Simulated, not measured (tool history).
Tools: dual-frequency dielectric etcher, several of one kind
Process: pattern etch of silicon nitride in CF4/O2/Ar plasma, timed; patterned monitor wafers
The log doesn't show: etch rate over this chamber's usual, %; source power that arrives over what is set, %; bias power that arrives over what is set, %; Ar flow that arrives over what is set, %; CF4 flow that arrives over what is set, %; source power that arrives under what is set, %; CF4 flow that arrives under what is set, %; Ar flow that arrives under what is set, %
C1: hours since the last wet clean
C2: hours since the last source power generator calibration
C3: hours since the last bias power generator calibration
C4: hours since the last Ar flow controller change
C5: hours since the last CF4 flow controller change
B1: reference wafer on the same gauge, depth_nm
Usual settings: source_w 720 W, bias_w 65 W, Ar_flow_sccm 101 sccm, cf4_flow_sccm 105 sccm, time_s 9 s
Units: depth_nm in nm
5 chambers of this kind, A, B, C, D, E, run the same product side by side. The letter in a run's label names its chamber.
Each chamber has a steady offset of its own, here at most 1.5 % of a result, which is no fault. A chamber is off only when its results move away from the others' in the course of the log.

{"run": "1D", "hour": 3.1, "source_w": 720, "bias_w": 65, "Ar_flow_sccm": 101, "cf4_flow_sccm": 105, "time_s": 9, "C1": 623.2, "C2": 1467.1, "C3": 3047.3, "C4": 2707.5, "C5": 2320.4, "B1": 23.406, "depth_nm": 26.391}
{"run": "2C", "hour": 6.9, "source_w": 720, "bias_w": 65, "Ar_flow_sccm": 101, "cf4_flow_sccm": 105, "time_s": 9, "C1": 189.4, "C2": 4583.3, "C3": 2722.9, "C4": 1208.3, "C5": 2339.9, "B1": 23.391, "depth_nm": 26.037}
{"run": "3E", "hour": 10.6, "source_w": 720, "bias_w": 65, "Ar_flow_sccm": 101, "cf4_flow_sccm": 105, "time_s": 9, "C1": 252.9, "C2": 88.6, "C3": 47.1, "C4": 2099.3, "C5": 1626, "B1": 23.412, "depth_nm": 26.288}
{"run": "4A", "hour": 14.3, "source_w": 720, "bias_w": 65, "Ar_flow_sccm": 101, "cf4_flow_sccm": 105, "time_s": 9, "C1": 85.8, "C2": 2543.4, "C3": 649.6, "C4": 119.1, "C5": 1841.2, "B1": 23.422, "depth_nm": 25.872}
{"run": "5B", "hour": 18.5, "source_w": 720, "bias_w": 73, "Ar_flow_sccm": 101, "cf4_flow_sccm": 87, "time_s": 9, "C1": 257.6, "C2": 500, "C3": 1039.1, "C4": 895.3, "C5": 2469.1, "B1": 23.406, "depth_nm": 26.619}
{"run": "6C", "hour": 22.6, "source_w": 720, "bias_w": 73, "Ar_flow_sccm": 101, "cf4_flow_sccm": 87, "time_s": 9, "C1": 205.1, "C2": 4599, "C3": 2738.6, "C4": 1224, "C5": 2355.6, "B1": 23.424, "depth_nm": 26.585}
{"run": "7E", "hour": 27.5, "source_w": 720, "bias_w": 73, "Ar_flow_sccm": 101, "cf4_flow_sccm": 87, "time_s": 9, "C1": 269.8, "C2": 105.5, "C3": 64, "C4": 2116.2, "C5": 1642.9, "B1": 23.392, "depth_nm": 26.541}
{"hour": 29.1, "done": "chamber D: wet clean of the chamber"}
{"run": "8D", "hour": 31.7, "source_w": 720, "bias_w": 73, "Ar_flow_sccm": 101, "cf4_flow_sccm": 87, "time_s": 9, "C1": 2.6, "C2": 1495.7, "C3": 3075.9, "C4": 2736.1, "C5": 2349, "B1": 23.398, "depth_nm": 26.956}
{"run": "9A", "hour": 35.9, "source_w": 720, "bias_w": 73, "Ar_flow_sccm": 101, "cf4_flow_sccm": 87, "time_s": 9, "C1": 107.4, "C2": 2565, "C3": 671.2, "C4": 140.7, "C5": 1862.8, "B1": 23.391, "depth_nm": 26.475}
{"run": "10B", "hour": 39.0, "source_w": 720, "bias_w": 65, "Ar_flow_sccm": 101, "cf4_flow_sccm": 105, "time_s": 9, "C1": 278.1, "C2": 520.5, "C3": 1059.6, "C4": 915.8, "C5": 2489.6, "B1": 23.385, "depth_nm": 26.049}
{"run": "11D", "hour": 42.8, "source_w": 720, "bias_w": 65, "Ar_flow_sccm": 101, "cf4_flow_sccm": 105, "time_s": 9, "C1": 13.7, "C2": 1506.8, "C3": 3087, "C4": 2747.2, "C5": 2360.1, "B1": 23.403, "depth_nm": 26.547}
{"run": "12A", "hour": 46.0, "source_w": 720, "bias_w": 65, "Ar_flow_sccm": 101, "cf4_flow_sccm": 105, "time_s": 9, "C1": 117.5, "C2": 2575.1, "C3": 681.3, "C4": 150.8, "C5": 1872.9, "B1": 23.424, "depth_nm": 25.678}
{"run": "13E", "hour": 50.7, "source_w": 720, "bias_w": 65, "Ar_flow_sccm": 101, "cf4_flow_sccm": 105, "time_s": 9, "C1": 293, "C2": 128.7, "C3": 87.2, "C4": 2139.4, "C5": 1666.1, "B1": 23.383, "depth_nm": 25.988}
{"run": "14C", "hour": 53.9, "source_w": 720, "bias_w": 65, "Ar_flow_sccm": 101, "cf4_flow_sccm": 105, "time_s": 9, "C1": 236.4, "C2": 4630.3, "C3": 2769.9, "C4": 1255.3, "C5": 2386.9, "B1": 23.419, "depth_nm": 25.942}
{"run": "15B", "hour": 59.1, "source_w": 720, "bias_w": 65, "Ar_flow_sccm": 101, "cf4_flow_sccm": 105, "time_s": 9, "C1": 298.2, "C2": 540.6, "C3": 1079.7, "C4": 935.9, "C5": 2509.7, "B1": 23.411, "depth_nm": 25.911}
{"run": "16C", "hour": 63.2, "source_w": 720, "bias_w": 65, "Ar_flow_sccm": 101, "cf4_flow_sccm": 105, "time_s": 9, "C1": 245.7, "C2": 4639.6, "C3": 2779.2, "C4": 1264.6, "C5": 2396.2, "B1": 23.403, "depth_nm": 26.306}
{"run": "17E", "hour": 66.7, "source_w": 720, "bias_w": 65, "Ar_flow_sccm": 101, "cf4_flow_sccm": 105, "time_s": 9, "C1": 309, "C2": 144.7, "C3": 103.2, "C4": 2155.4, "C5": 1682.1, "B1": 23.397, "depth_nm": 26.189}
{"run": "18A", "hour": 69.6, "source_w": 720, "bias_w": 65, "Ar_flow_sccm": 101, "cf4_flow_sccm": 105, "time_s": 9, "C1": 141.1, "C2": 2598.7, "C3": 704.9, "C4": 174.4, "C5": 1896.5, "B1": 23.409, "depth_nm": 25.627}
{"hour": 71.7, "done": "chamber C: bias power generator calibrated"}
{"run": "19D", "hour": 73.4, "source_w": 720, "bias_w": 65, "Ar_flow_sccm": 101, "cf4_flow_sccm": 105, "time_s": 9, "C1": 44.3, "C2": 1537.4, "C3": 3117.6, "C4": 2777.8, "C5": 2390.7, "B1": 23.396, "depth_nm": 26.324}
{"run": "20B", "hour": 76.4, "source_w": 720, "bias_w": 65, "Ar_flow_sccm": 101, "cf4_flow_sccm": 88, "time_s": 9, "C1": 315.5, "C2": 557.9, "C3": 1097, "C4": 953.2, "C5": 2527, "B1": 23.404, "depth_nm": 25.333}
{"run": "21E", "hour": 81.2, "source_w": 720, "bias_w": 65, "Ar_flow_sccm": 101, "cf4_flow_sccm": 88, "time_s": 9, "C1": 323.5, "C2": 159.2, "C3": 117.7, "C4": 2169.9, "C5": 1696.6, "B1": 23.371, "depth_nm": 25.591}
{"run": "22B", "hour": 86.1, "source_w": 720, "bias_w": 65, "Ar_flow_sccm": 101, "cf4_flow_sccm": 88, "time_s": 9, "C1": 325.2, "C2": 567.6, "C3": 1106.7, "C4": 962.9, "C5": 2536.7, "B1": 23.387, "depth_nm": 24.965}
{"run": "23D", "hour": 90.3, "source_w": 720, "bias_w": 65, "Ar_flow_sccm": 101, "cf4_flow_sccm": 88, "time_s": 9, "C1": 61.2, "C2": 1554.3, "C3": 3134.5, "C4": 2794.7, "C5": 2407.6, "B1": 23.412, "depth_nm": 25.756}
{"run": "24C", "hour": 95.6, "source_w": 720, "bias_w": 65, "Ar_flow_sccm": 101, "cf4_flow_sccm": 88, "time_s": 9, "C1": 278.1, "C2": 4672, "C3": 24, "C4": 1297, "C5": 2428.6, "B1": 23.385, "depth_nm": 25.604}
{"run": "25A", "hour": 101.2, "source_w": 720, "bias_w": 65, "Ar_flow_sccm": 101, "cf4_flow_sccm": 105, "time_s": 9, "C1": 172.7, "C2": 2630.3, "C3": 736.5, "C4": 206, "C5": 1928.1, "B1": 23.377, "depth_nm": 25.841}
{"run": "26C", "hour": 105.2, "source_w": 720, "bias_w": 65, "Ar_flow_sccm": 101, "cf4_flow_sccm": 105, "time_s": 9, "C1": 287.7, "C2": 4681.6, "C3": 33.6, "C4": 1306.6, "C5": 2438.2, "B1": 23.396, "depth_nm": 26.116}
{"run": "27E", "hour": 108.3, "source_w": 720, "bias_w": 65, "Ar_flow_sccm": 101, "cf4_flow_sccm": 105, "time_s": 9, "C1": 350.6, "C2": 186.3, "C3": 144.8, "C4": 2197, "C5": 1723.7, "B1": 23.406, "depth_nm": 26.123}
{"run": "28D", "hour": 111.7, "source_w": 720, "bias_w": 65, "Ar_flow_sccm": 101, "cf4_flow_sccm": 105, "time_s": 9, "C1": 82.6, "C2": 1575.7, "C3": 3155.9, "C4": 2816.1, "C5": 2429, "B1": 23.406, "depth_nm": 26.242}
{"run": "29B", "hour": 116.3, "source_w": 720, "bias_w": 65, "Ar_flow_sccm": 101, "cf4_flow_sccm": 105, "time_s": 9, "C1": 355.4, "C2": 597.8, "C3": 1136.9, "C4": 993.1, "C5": 2566.9, "B1": 23.383, "depth_nm": 25.272}
{"run": "30A", "hour": 120.8, "source_w": 720, "bias_w": 65, "Ar_flow_sccm": 101, "cf4_flow_sccm": 105, "time_s": 9, "C1": 192.3, "C2": 2649.9, "C3": 756.1, "C4": 225.6, "C5": 1947.7, "B1": 23.39, "depth_nm": 25.98}
{"run": "31B", "hour": 125.3, "source_w": 720, "bias_w": 65, "Ar_flow_sccm": 89, "cf4_flow_sccm": 105, "time_s": 9, "C1": 364.4, "C2": 606.8, "C3": 1145.9, "C4": 1002.1, "C5": 2575.9, "B1": 23.403, "depth_nm": 25.52}
{"run": "32D", "hour": 129.3, "source_w": 720, "bias_w": 65, "Ar_flow_sccm": 89, "cf4_flow_sccm": 105, "time_s": 9, "C1": 100.2, "C2": 1593.3, "C3": 3173.5, "C4": 2833.7, "C5": 2446.6, "B1": 23.392, "depth_nm": 26.827}
{"run": "33C", "hour": 133.5, "source_w": 720, "bias_w": 65, "Ar_flow_sccm": 89, "cf4_flow_sccm": 105, "time_s": 9, "C1": 316, "C2": 4709.9, "C3": 61.9, "C4": 1334.9, "C5": 2466.5, "B1": 23.403, "depth_nm": 26.512}
{"run": "34E", "hour": 136.6, "source_w": 720, "bias_w": 65, "Ar_flow_sccm": 89, "cf4_flow_sccm": 105, "time_s": 9, "C1": 378.9, "C2": 214.6, "C3": 173.1, "C4": 2225.3, "C5": 1752, "B1": 23.382, "depth_nm": 26.459}
{"run": "35A", "hour": 141.4, "source_w": 720, "bias_w": 65, "Ar_flow_sccm": 89, "cf4_flow_sccm": 105, "time_s": 9, "C1": 212.9, "C2": 2670.5, "C3": 776.7, "C4": 246.2, "C5": 1968.3, "B1": 23.419, "depth_nm": 25.979}
{"run": "36D", "hour": 146.6, "source_w": 720, "bias_w": 65, "Ar_flow_sccm": 101, "cf4_flow_sccm": 105, "time_s": 9, "C1": 117.5, "C2": 1610.6, "C3": 3190.8, "C4": 2851, "C5": 2463.9, "B1": 23.401, "depth_nm": 26.434}
{"run": "37B", "hour": 152.3, "source_w": 720, "bias_w": 65, "Ar_flow_sccm": 101, "cf4_flow_sccm": 105, "time_s": 9, "C1": 391.4, "C2": 633.8, "C3": 1172.9, "C4": 1029.1, "C5": 2602.9, "B1": 23.412, "depth_nm": 24.792}
{"run": "38C", "hour": 156.9, "source_w": 720, "bias_w": 65, "Ar_flow_sccm": 101, "cf4_flow_sccm": 105, "time_s": 9, "C1": 339.4, "C2": 4733.3, "C3": 85.3, "C4": 1358.3, "C5": 2489.9, "B1": 23.383, "depth_nm": 26.026}
{"run": "39A", "hour": 161.3, "source_w": 720, "bias_w": 65, "Ar_flow_sccm": 91, "cf4_flow_sccm": 105, "time_s": 9, "C1": 232.8, "C2": 2690.4, "C3": 796.6, "C4": 266.1, "C5": 1988.2, "B1": 23.385, "depth_nm": 26.128}

All 5 chambers run these settings next. Forecast each chamber's results:
{"run": "40A", "hour": 165.4, "source_w": 720, "bias_w": 74, "Ar_flow_sccm": 101, "cf4_flow_sccm": 105, "time_s": 9, "depth_nm": "?"}
{"run": "40B", "hour": 165.4, "source_w": 720, "bias_w": 74, "Ar_flow_sccm": 101, "cf4_flow_sccm": 105, "time_s": 9, "depth_nm": "?"}
{"run": "40C", "hour": 165.4, "source_w": 720, "bias_w": 74, "Ar_flow_sccm": 101, "cf4_flow_sccm": 105, "time_s": 9, "depth_nm": "?"}
{"run": "40D", "hour": 165.4, "source_w": 720, "bias_w": 74, "Ar_flow_sccm": 101, "cf4_flow_sccm": 105, "time_s": 9, "depth_nm": "?"}
{"run": "40E", "hour": 165.4, "source_w": 720, "bias_w": 74, "Ar_flow_sccm": 101, "cf4_flow_sccm": 105, "time_s": 9, "depth_nm": "?"}

run=40A depth_nm=27.169
run=40B depth_nm=25.905
run=40C depth_nm=27.234
run=40D depth_nm=27.764
run=40E depth_nm=27.441
